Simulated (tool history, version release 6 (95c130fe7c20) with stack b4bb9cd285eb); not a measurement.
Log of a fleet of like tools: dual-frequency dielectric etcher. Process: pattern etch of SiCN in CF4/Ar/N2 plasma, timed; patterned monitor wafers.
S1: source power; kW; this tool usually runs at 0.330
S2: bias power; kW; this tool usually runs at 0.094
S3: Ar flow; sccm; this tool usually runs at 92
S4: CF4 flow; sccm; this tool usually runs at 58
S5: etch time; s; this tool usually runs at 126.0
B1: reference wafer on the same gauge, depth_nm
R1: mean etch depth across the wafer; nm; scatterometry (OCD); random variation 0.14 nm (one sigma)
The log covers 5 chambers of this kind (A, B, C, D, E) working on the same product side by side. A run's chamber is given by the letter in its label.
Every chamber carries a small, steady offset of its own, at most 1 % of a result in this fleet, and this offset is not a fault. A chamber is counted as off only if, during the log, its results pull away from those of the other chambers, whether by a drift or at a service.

run 1C day=0.388 | S1=0.330 S2=0.094 S3=92 S4=58 S5=126.0 | B1=74.224 | R1=88.924
run 2D day=0.679 | S1=0.330 S2=0.094 S3=92 S4=58 S5=126.0 | B1=74.232 | R1=89.194
run 3A day=1.050 | S1=0.330 S2=0.094 S3=92 S4=58 S5=126.0 | B1=74.255 | R1=89.821
run 4E day=1.379 | S1=0.330 S2=0.094 S3=92 S4=58 S5=126.0 | B1=74.254 | R1=89.073
run 5B day=1.604 | S1=0.400 S2=0.094 S3=92 S4=58 S5=160.5 | B1=74.289 | R1=135.220
-- day=1.938 chamber B: CF4 flow controller replaced
run 6E day=2.000 | S1=0.400 S2=0.094 S3=92 S4=58 S5=160.5 | B1=74.253 | R1=133.650
run 7A day=2.412 | S1=0.400 S2=0.094 S3=92 S4=58 S5=160.5 | B1=74.304 | R1=134.690
run 8D day=2.625 | S1=0.400 S2=0.094 S3=92 S4=58 S5=160.5 | B1=74.356 | R1=134.220
-- day=2.704 chamber E: wet clean of the chamber
run 9B day=2.983 | S1=0.400 S2=0.094 S3=92 S4=58 S5=160.5 | B1=74.360 | R1=135.910
run 10C day=3.450 | S1=0.330 S2=0.094 S3=92 S4=63 S5=109.5 | B1=74.361 | R1=78.477
run 11C day=3.704 | S1=0.330 S2=0.094 S3=92 S4=63 S5=109.5 | B1=74.373 | R1=78.695
run 12B day=4.104 | S1=0.330 S2=0.094 S3=92 S4=63 S5=109.5 | B1=74.394 | R1=79.320
run 13E day=4.388 | S1=0.330 S2=0.094 S3=92 S4=63 S5=109.5 | B1=74.430 | R1=78.586
run 14A day=4.621 | S1=0.330 S2=0.094 S3=92 S4=63 S5=109.5 | B1=74.406 | R1=79.019
-- day=4.775 chamber D: source power generator calibrated
run 15D day=4.971 | S1=0.330 S2=0.094 S3=92 S4=58 S5=126.0 | B1=74.438 | R1=89.108
run 16A day=5.354 | S1=0.330 S2=0.094 S3=92 S4=58 S5=126.0 | B1=74.418 | R1=90.092
run 17C day=5.562 | S1=0.330 S2=0.094 S3=92 S4=58 S5=126.0 | B1=74.438 | R1=89.437
run 18E day=5.896 | S1=0.330 S2=0.094 S3=92 S4=58 S5=126.0 | B1=74.471 | R1=89.477
run 19B day=6.108 | S1=0.330 S2=0.094 S3=92 S4=58 S5=126.0 | B1=74.498 | R1=90.023
run 20D day=6.383 | S1=0.330 S2=0.094 S3=92 S4=58 S5=126.0 | B1=74.501 | R1=89.294
run 21D day=6.833 | S1=0.330 S2=0.094 S3=92 S4=58 S5=126.0 | B1=74.499 | R1=88.977
run 22E day=7.112 | S1=0.330 S2=0.094 S3=92 S4=58 S5=126.0 | B1=74.500 | R1=89.532
run 23C day=7.346 | S1=0.330 S2=0.094 S3=92 S4=58 S5=126.0 | B1=74.528 | R1=89.758
run 24A day=7.617 | S1=0.330 S2=0.094 S3=92 S4=58 S5=126.0 | B1=74.564 | R1=90.308
-- day=7.854 chamber B: source power generator calibrated
run 25B day=8.067 | S1=0.330 S2=0.094 S3=92 S4=58 S5=126.0 | B1=74.550 | R1=90.082
run 26A day=8.442 | S1=0.330 S2=0.094 S3=92 S4=58 S5=126.0 | B1=74.574 | R1=90.494
-- day=8.667 chamber C: bias power generator calibrated
run 27C day=8.783 | S1=0.330 S2=0.094 S3=92 S4=58 S5=126.0 | B1=74.591 | R1=89.909
run 28B day=9.008 | S1=0.330 S2=0.113 S3=92 S4=58 S5=152.5 | B1=74.557 | R1=117.250
run 29D day=9.408 | S1=0.330 S2=0.113 S3=92 S4=58 S5=152.5 | B1=74.618 | R1=116.290
run 30E day=9.783 | S1=0.330 S2=0.113 S3=92 S4=58 S5=152.5 | B1=74.647 | R1=116.390
run 31B day=10.225 | S1=0.330 S2=0.113 S3=92 S4=58 S5=152.5 | B1=74.653 | R1=117.190
run 32A day=10.575 | S1=0.330 S2=0.113 S3=92 S4=58 S5=152.5 | B1=74.667 | R1=117.430

Next, every chamber runs the same settings. What will each give?
run 33A day=10.921 | S1=0.390 S2=0.094 S3=92 S4=58 S5=126.0 | R1=?
run 33B day=10.921 | S1=0.390 S2=0.094 S3=92 S4=58 S5=126.0 | R1=?
run 33C day=10.921 | S1=0.390 S2=0.094 S3=92 S4=58 S5=126.0 | R1=?
run 33D day=10.921 | S1=0.390 S2=0.094 S3=92 S4=58 S5=126.0 | R1=?
run 33E day=10.921 | S1=0.390 S2=0.094 S3=92 S4=58 S5=126.0 | R1=?

run=33A R1=104.200
run=33B R1=104.530
run=33C R1=104.310
run=33D R1=103.610
run=33E R1=103.580
